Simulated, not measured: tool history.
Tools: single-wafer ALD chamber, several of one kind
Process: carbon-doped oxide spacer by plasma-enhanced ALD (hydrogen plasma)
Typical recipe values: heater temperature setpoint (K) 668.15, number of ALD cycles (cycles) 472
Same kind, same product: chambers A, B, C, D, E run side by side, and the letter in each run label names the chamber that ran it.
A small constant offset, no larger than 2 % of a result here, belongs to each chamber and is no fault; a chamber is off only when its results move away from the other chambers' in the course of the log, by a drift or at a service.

| run | hour | heater temperature setpoint (K) | number of ALD cycles (cycles) | read-back reference wafer on the same gauge, thickness_nm | mean film thickness on the monitor wafer (nm) |
|---|---|---|---|---|---|
| 1E | 7.5 | 668.15 | 472 | 19.291 | 23.648 |
|  | 14.0 | chamber C: thermocouple changed; heater temperature recalibrated |
| 2A | 16.2 | 668.15 | 472 | 19.293 | 23.998 |
| 3C | 21.8 | 668.15 | 472 | 19.285 | 23.734 |
| 4D | 31.5 | 668.15 | 472 | 19.290 | 23.236 |
| 5B | 40.6 | 668.15 | 472 | 19.287 | 23.630 |
| 6A | 46.0 | 668.15 | 472 | 19.283 | 24.000 |
| 7C | 52.8 | 668.15 | 472 | 19.290 | 23.669 |
| 8D | 62.9 | 668.15 | 472 | 19.279 | 23.224 |
| 9B | 69.4 | 668.15 | 472 | 19.272 | 23.584 |
| 10E | 74.9 | 673.15 | 472 | 19.278 | 23.599 |
| 11A | 82.3 | 673.15 | 472 | 19.275 | 23.994 |
| 12C | 90.9 | 673.15 | 472 | 19.267 | 23.627 |
| 13B | 98.5 | 673.15 | 472 | 19.268 | 23.383 |
| 14D | 104.0 | 673.15 | 472 | 19.268 | 23.218 |
| 15E | 113.0 | 668.15 | 472 | 19.262 | 23.598 |
| 16A | 120.1 | 668.15 | 472 | 19.260 | 24.005 |
| 17E | 128.4 | 668.15 | 472 | 19.266 | 23.579 |
| 18C | 133.5 | 668.15 | 472 | 19.262 | 23.678 |
| 19B | 138.4 | 668.15 | 472 | 19.262 | 23.563 |
| 20D | 144.9 | 668.15 | 472 | 19.250 | 23.219 |
| 21A | 153.3 | 668.15 | 545 | 19.251 | 27.634 |
| 22B | 162.1 | 668.15 | 545 | 19.249 | 27.270 |
| 23E | 169.5 | 668.15 | 545 | 19.248 | 27.203 |
| 24D | 177.7 | 668.15 | 545 | 19.241 | 26.777 |
| 25C | 184.0 | 668.15 | 545 | 19.244 | 27.270 |
| 26A | 193.6 | 668.15 | 472 | 19.247 | 23.898 |
| 27C | 199.5 | 668.15 | 472 | 19.239 | 23.654 |
| 28D | 209.6 | 668.15 | 472 | 19.235 | 23.176 |
| 29E | 219.8 | 668.15 | 472 | 19.227 | 23.552 |
| 30B | 227.6 | 668.15 | 472 | 19.222 | 23.540 |
| 31C | 235.8 | 657.15 | 541 | 19.224 | 27.088 |
| 32A | 244.8 | 657.15 | 541 | 19.222 | 27.459 |
| 33E | 254.2 | 657.15 | 541 | 19.219 | 27.035 |
| 34D | 261.6 | 657.15 | 541 | 19.216 | 26.490 |
| 35B | 267.3 | 657.15 | 541 | 19.220 | 26.957 |
| 36E | 273.5 | 668.15 | 472 | 19.217 | 23.572 |
| 37D | 283.1 | 668.15 | 472 | 19.208 | 23.142 |
| 38B | 288.1 | 668.15 | 472 | 19.208 | 23.538 |
| 39A | 297.0 | 668.15 | 472 | 19.200 | 23.864 |
| 40C | 303.4 | 668.15 | 472 | 19.204 | 23.585 |
| 41C | 307.9 | 668.15 | 540 | 19.199 | 26.992 |

Predict what each chamber gives when all 5 of them run the settings below next.
| 42A | 315.2 | 668.15 | 472 |  | ? |
| 42B | 315.2 | 668.15 | 472 |  | ? |
| 42C | 315.2 | 668.15 | 472 |  | ? |
| 42D | 315.2 | 668.15 | 472 |  | ? |
| 42E | 315.2 | 668.15 | 472 |  | ? |

| run | mean film thickness on the monitor wafer (nm) |
|---|---|
| 42A | 23.918 |
| 42B | 23.488 |
| 42C | 23.646 |
| 42D | 23.157 |
| 42E | 23.582 |
